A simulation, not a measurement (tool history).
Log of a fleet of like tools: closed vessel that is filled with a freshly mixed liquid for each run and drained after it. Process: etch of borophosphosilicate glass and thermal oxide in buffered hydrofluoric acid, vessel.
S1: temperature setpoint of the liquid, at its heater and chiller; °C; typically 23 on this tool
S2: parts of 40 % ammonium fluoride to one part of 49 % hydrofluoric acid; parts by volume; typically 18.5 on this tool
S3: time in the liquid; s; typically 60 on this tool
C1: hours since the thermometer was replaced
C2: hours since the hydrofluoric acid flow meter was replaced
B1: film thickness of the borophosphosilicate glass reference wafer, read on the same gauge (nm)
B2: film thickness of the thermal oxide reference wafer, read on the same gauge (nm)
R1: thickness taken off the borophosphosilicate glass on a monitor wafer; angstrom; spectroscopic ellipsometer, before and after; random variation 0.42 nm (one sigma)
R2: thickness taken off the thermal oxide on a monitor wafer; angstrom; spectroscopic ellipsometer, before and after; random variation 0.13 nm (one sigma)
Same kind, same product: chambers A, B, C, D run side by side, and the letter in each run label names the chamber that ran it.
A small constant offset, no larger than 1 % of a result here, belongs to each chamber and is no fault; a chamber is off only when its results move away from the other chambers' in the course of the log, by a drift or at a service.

| run | hour | S1 | S2 | S3 | C1 | C2 | B1 | B2 | R1 | R2 |
|---|---|---|---|---|---|---|---|---|---|---|
| 1D | 9.5 | 23 | 18.5 | 60 | 231.6 | 392 | 130.01 | 109.99 | 718.34 | 358.53 |
| 2A | 16.5 | 23 | 18.5 | 60 | 75.9 | 232.8 | 130.02 | 109.99 | 725.36 | 355.85 |
| 3B | 30.1 | 23 | 18.5 | 60 | 1221.9 | 416 | 130 | 110 | 717.52 | 357.12 |
| 4C | 43.4 | 23 | 18.5 | 60 | 500.9 | 68.7 | 130.02 | 109.99 | 711.34 | 355.41 |
| 5B | 53.5 | 23 | 24.5 | 35 | 1245.3 | 439.4 | 129.96 | 110 | 338.5 | 168.31 |
| 6C | 66.7 | 23 | 24.5 | 35 | 524.2 | 92 | 129.99 | 109.99 | 341.27 | 166.83 |
| 7A | 76.4 | 23 | 24.5 | 35 | 135.8 | 292.7 | 129.97 | 110.02 | 341.36 | 167.7 |
| 8D | 89.7 | 23 | 24.5 | 35 | 311.8 | 472.2 | 130.03 | 109.99 | 335.62 | 166.54 |
| 9B | 96.9 | 23 | 18.5 | 60 | 1288.7 | 482.8 | 130.02 | 110 | 723.51 | 356.41 |
| 10A | 106.7 | 23 | 22.5 | 60 | 166.1 | 323 | 129.99 | 110.01 | 625.1 | 305.94 |
| 11D | 115.4 | 23 | 22.5 | 60 | 337.5 | 497.9 | 130.04 | 109.99 | 616.26 | 306.38 |
| 12C | 127 | 23 | 22.5 | 60 | 584.5 | 152.3 | 129.98 | 110.01 | 608.94 | 302.89 |
| 13D | 139.8 | 23 | 22.5 | 60 | 361.9 | 522.3 | 130 | 110.01 | 619.35 | 304.2 |
| 14A | 152.6 | 23 | 18.5 | 60 | 212 | 368.9 | 129.98 | 109.97 | 725.67 | 357.68 |
| 15B | 161.6 | 23 | 18.5 | 60 | 1353.4 | 547.5 | 130.01 | 110 | 727.04 | 356.83 |
| 16C | 172.1 | 23 | 18.5 | 60 | 629.6 | 197.4 | 129.99 | 110.01 | 718.97 | 356.18 |
| 17D | 178.9 | 23 | 18.5 | 60 | 401 | 561.4 | 130.02 | 110.02 | 719.97 | 358.06 |
| 18B | 189.7 | 23 | 12.5 | 40 | 1381.5 | 575.6 | 129.99 | 110 | 703.17 | 351.02 |
| 19C | 196.1 | 23 | 12.5 | 40 | 653.6 | 221.4 | 130.02 | 110.01 | 711.74 | 352.68 |
| 20A | 205.6 | 23 | 12.5 | 40 | 265 | 421.9 | 129.99 | 109.99 | 721.18 | 350.45 |
| 21B | 213.1 | 23 | 12.5 | 40 | 1404.9 | 599 | 129.99 | 109.97 | 714.29 | 348.5 |
| 22C | 221.7 | 23 | 18.5 | 45 | 679.2 | 247 | 130 | 109.99 | 534.97 | 265.3 |
| 23A | 229.6 | 23 | 18.5 | 45 | 289 | 445.9 | 130 | 110.02 | 540.32 | 266.4 |
| 24D | 243.2 | 23 | 18.5 | 45 | 465.3 | 625.7 | 129.98 | 110 | 543.12 | 268.19 |
| 25B | 255.4 | 23 | 18.5 | 45 | 1447.2 | 641.3 | 129.95 | 110 | 548.05 | 269.35 |
| 26A | 262.7 | 25 | 18.5 | 60 | 322.1 | 479 | 130 | 109.99 | 807.77 | 395.89 |
| 27D | 277.5 | 25 | 18.5 | 60 | 499.6 | 660 | 130.02 | 109.99 | 803.46 | 395.71 |
| 28C | 290.6 | 25 | 18.5 | 60 | 748.1 | 315.9 | 130 | 109.97 | 801.22 | 395.59 |
| 29B | 305.5 | 25 | 18.5 | 60 | 1497.3 | 691.4 | 130 | 110 | 805.8 | 399.97 |
| 30A | 316.5 | 23 | 18.5 | 60 | 375.9 | 532.8 | 129.97 | 110 | 725.37 | 356.29 |
| 31C | 325.5 | 24.5 | 18.5 | 45 | 783 | 350.8 | 130.01 | 110.01 | 585.5 | 289.51 |
| 32D | 332.2 | 24.5 | 18.5 | 45 | 554.3 | 714.7 | 129.97 | 109.99 | 584.69 | 289.45 |
| 33D | 341.7 | 24.5 | 18.5 | 45 | 563.8 | 724.2 | 130 | 110.01 | 587.3 | 290.97 |
| 34B | 349.2 | 24.5 | 18.5 | 45 | 1541 | 735.1 | 130.02 | 110.02 | 588.73 | 290.71 |
| 35A | 360.9 | 23 | 18.5 | 60 | 420.3 | 577.2 | 129.95 | 110.01 | 734.08 | 355.96 |
| 36C | 371.2 | 23 | 18.5 | 60 | 828.7 | 396.5 | 129.97 | 110 | 722.48 | 358.24 |
| 37B | 379.2 | 23 | 18.5 | 60 | 1571 | 765.1 | 130.01 | 109.99 | 725.16 | 359.18 |
| 38C | 393.9 | 23 | 18.5 | 60 | 851.4 | 419.2 | 130.01 | 110 | 718.49 | 355.08 |
| 39D | 405.4 | 23 | 18.5 | 60 | 627.5 | 787.9 | 129.99 | 110 | 721.15 | 356.91 |

Is one chamber off against the others, does the gauge drift, or is nothing wrong? If a chamber is off, say which, and what the likeliest cause is.

Nothing is wrong: each chamber keeps only its own small, steady offset and the gauge holds still.
